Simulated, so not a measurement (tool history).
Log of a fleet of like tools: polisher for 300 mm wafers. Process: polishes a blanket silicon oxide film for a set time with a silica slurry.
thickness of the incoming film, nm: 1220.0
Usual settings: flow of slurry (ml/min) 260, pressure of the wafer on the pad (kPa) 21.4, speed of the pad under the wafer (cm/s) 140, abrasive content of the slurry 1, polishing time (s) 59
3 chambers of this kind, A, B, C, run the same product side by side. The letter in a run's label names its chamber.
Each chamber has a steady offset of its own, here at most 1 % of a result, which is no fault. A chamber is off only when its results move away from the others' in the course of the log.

| run | day | flow of slurry (ml/min) | pressure of the wafer on the pad (kPa) | speed of the pad under the wafer (cm/s) | abrasive content of the slurry | polishing time (s) | wafers polished on this pad | hours since the slurry nozzle was cleaned | hours since the head pressure was calibrated | hours since the slurry blender was calibrated | hours since the conditioning disc was replaced | film removed (angstrom) |
|---|---|---|---|---|---|---|---|---|---|---|---|---|
|  | 0.4 | chamber B: worn pad replaced by a new one |
| 1B | 0.546 | 260 | 21.4 | 140 | 1 | 59 | 54 | 175.9 | 110 | 85.3 | 357 | 1516.9 |
| 2C | 0.896 | 260 | 21.4 | 140 | 1 | 59 | 1250 | 52.3 | 406.2 | 218.1 | 86 | 1520 |
|  | 0.983 | chamber C: worn pad replaced by a new one |
| 3A | 1.338 | 260 | 21.4 | 140 | 1 | 59 | 1100 | 178 | 259.8 | 125.9 | 105.2 | 1539 |
| 4A | 1.617 | 260 | 21.4 | 140 | 1 | 59 | 1201 | 184.7 | 266.5 | 132.6 | 111.9 | 1538.6 |
|  | 1.842 | chamber C: head pressure recalibrated |
| 5C | 2.021 | 260 | 21.4 | 140 | 1 | 59 | 376 | 79.3 | 4.4 | 245.1 | 113 | 1517.8 |
| 6B | 2.292 | 260 | 21.4 | 140 | 1 | 59 | 686 | 217.8 | 151.9 | 127.2 | 398.9 | 1530.3 |
| 7C | 2.725 | 260 | 26.9 | 140 | 1 | 50 | 631 | 96.2 | 21.3 | 262 | 129.9 | 1620.8 |
|  | 2.817 | chamber B: worn pad replaced by a new one |
| 8A | 3.254 | 260 | 26.9 | 140 | 1 | 50 | 1794 | 224 | 305.8 | 171.9 | 151.2 | 1619.3 |
| 9B | 3.608 | 260 | 26.9 | 140 | 1 | 50 | 287 | 249.4 | 183.5 | 158.8 | 430.5 | 1612.3 |
| 10C | 4.117 | 260 | 21.4 | 140 | 1 | 59 | 1135 | 129.6 | 54.7 | 295.4 | 163.3 | 1511.9 |
|  | 4.329 | chamber A: conditioning disc replaced and pad reconditioned |
| 11A | 4.512 | 260 | 21.4 | 140 | 1 | 59 | 2250 | 254.2 | 336 | 202.1 | 4.4 | 1537.3 |
|  | 4.792 | chamber B: conditioning disc replaced and pad reconditioned |
| 12B | 4.8 | 260 | 21.4 | 140 | 1 | 59 | 718 | 278 | 212.1 | 187.4 | 0.3 | 1535 |
|  | 4.896 | chamber C: conditioning disc replaced and pad reconditioned |
|  | 5.108 | chamber C: worn pad replaced by a new one |
| 13A | 5.133 | 260 | 21.4 | 140 | 1 | 59 | 2474 | 269.1 | 350.9 | 217 | 19.3 | 1503.6 |
|  | 5.554 | chamber B: worn pad replaced by a new one |
| 14C | 5.621 | 260 | 21.4 | 140 | 1 | 59 | 187 | 165.7 | 90.8 | 331.5 | 17.5 | 1525.6 |
| 15B | 5.95 | 260 | 21.4 | 140 | 1 | 59 | 144 | 305.6 | 239.7 | 215 | 27.9 | 1527.8 |
|  | 6.133 | chamber C: slurry blender recalibrated |
| 16B | 6.225 | 260 | 21.4 | 140 | 1 | 59 | 244 | 312.2 | 246.3 | 221.6 | 34.5 | 1545.3 |
| 17A | 6.525 | 260 | 21.4 | 140 | 1 | 59 | 2978 | 302.5 | 384.3 | 250.4 | 52.7 | 1504.4 |
| 18C | 6.85 | 260 | 19.3 | 140 | 1 | 59 | 632 | 195.2 | 120.3 | 17.2 | 47 | 1368.4 |
| 19C | 7.225 | 260 | 19.3 | 140 | 1 | 59 | 768 | 204.2 | 129.3 | 26.2 | 56 | 1375.1 |
| 20A | 7.525 | 260 | 19.3 | 140 | 1 | 59 | 3341 | 326.5 | 408.3 | 274.4 | 76.7 | 1344.8 |
| 21B | 7.917 | 260 | 21.4 | 140 | 1 | 59 | 856 | 352.8 | 286.9 | 262.2 | 75.1 | 1511 |
| 22B | 8.246 | 260 | 21.4 | 140 | 1 | 59 | 976 | 360.7 | 294.8 | 270.1 | 83 | 1547.1 |
|  | 8.292 | chamber B: slurry blender recalibrated |
|  | 8.342 | chamber B: worn pad replaced by a new one |
|  | 8.388 | chamber C: worn pad replaced by a new one |
| 23A | 8.646 | 260 | 21.4 | 140 | 1 | 59 | 3747 | 353.4 | 435.2 | 301.3 | 103.6 | 1485.1 |
| 24C | 9.004 | 260 | 21.4 | 140 | 1 | 59 | 223 | 246.9 | 172 | 68.9 | 98.7 | 1513.4 |
| 25C | 9.338 | 260 | 21.4 | 140 | 1 | 47 | 344 | 254.9 | 180 | 76.9 | 106.7 | 1220.6 |
| 26A | 9.667 | 260 | 21.4 | 140 | 1 | 47 | 4116 | 377.9 | 459.7 | 325.8 | 128.1 | 1178.6 |
|  | 9.804 | chamber B: slurry nozzle cleaned |
| 27B | 10.083 | 260 | 21.4 | 140 | 1 | 47 | 631 | 6.8 | 338.9 | 43 | 127.1 | 1206.5 |
|  | 10.167 | chamber A: conditioning disc replaced and pad reconditioned |
| 28C | 10.612 | 260 | 21.4 | 140 | 1 | 59 | 806 | 285.5 | 210.6 | 107.5 | 137.3 | 1510.3 |
|  | 10.725 | chamber A: head pressure recalibrated |
| 29A | 10.975 | 260 | 21.4 | 140 | 1 | 59 | 4590 | 409.3 | 6.1 | 357.2 | 19.5 | 1486.6 |
|  | 11.15 | chamber B: worn pad replaced by a new one |
| 30B | 11.279 | 260 | 21.4 | 140 | 1 | 59 | 46 | 35.5 | 367.6 | 71.7 | 155.8 | 1531.5 |
| 31B | 11.671 | 260 | 17.9 | 140 | 1 | 59 | 188 | 44.9 | 377 | 81.1 | 165.2 | 1268.8 |
| 32A | 12.192 | 260 | 17.9 | 140 | 1 | 59 | 5031 | 438.5 | 35.3 | 386.4 | 48.7 | 1233.9 |
|  | 12.229 | chamber C: conditioning disc replaced and pad reconditioned |
|  | 12.312 | chamber C: worn pad replaced by a new one |
| 33C | 12.517 | 260 | 17.9 | 140 | 1 | 59 | 74 | 331.2 | 256.3 | 153.2 | 6.9 | 1289.4 |
| 34A | 13.058 | 320 | 21.4 | 140 | 0.85 | 59 | 5345 | 459.3 | 56.1 | 407.2 | 69.5 | 1384.4 |

Next, every chamber runs the same settings. What will each give?
| 35A | 13.471 | 260 | 21.4 | 140 | 1 | 71 |  |  |  |  |  | ? |
| 35B | 13.471 | 260 | 21.4 | 140 | 1 | 71 |  |  |  |  |  | ? |
| 35C | 13.471 | 260 | 21.4 | 140 | 1 | 71 |  |  |  |  |  | ? |

| run | film removed (angstrom) |
|---|---|
| 35A | 1767.2 |
| 35B | 1815.5 |
| 35C | 1830.7 |
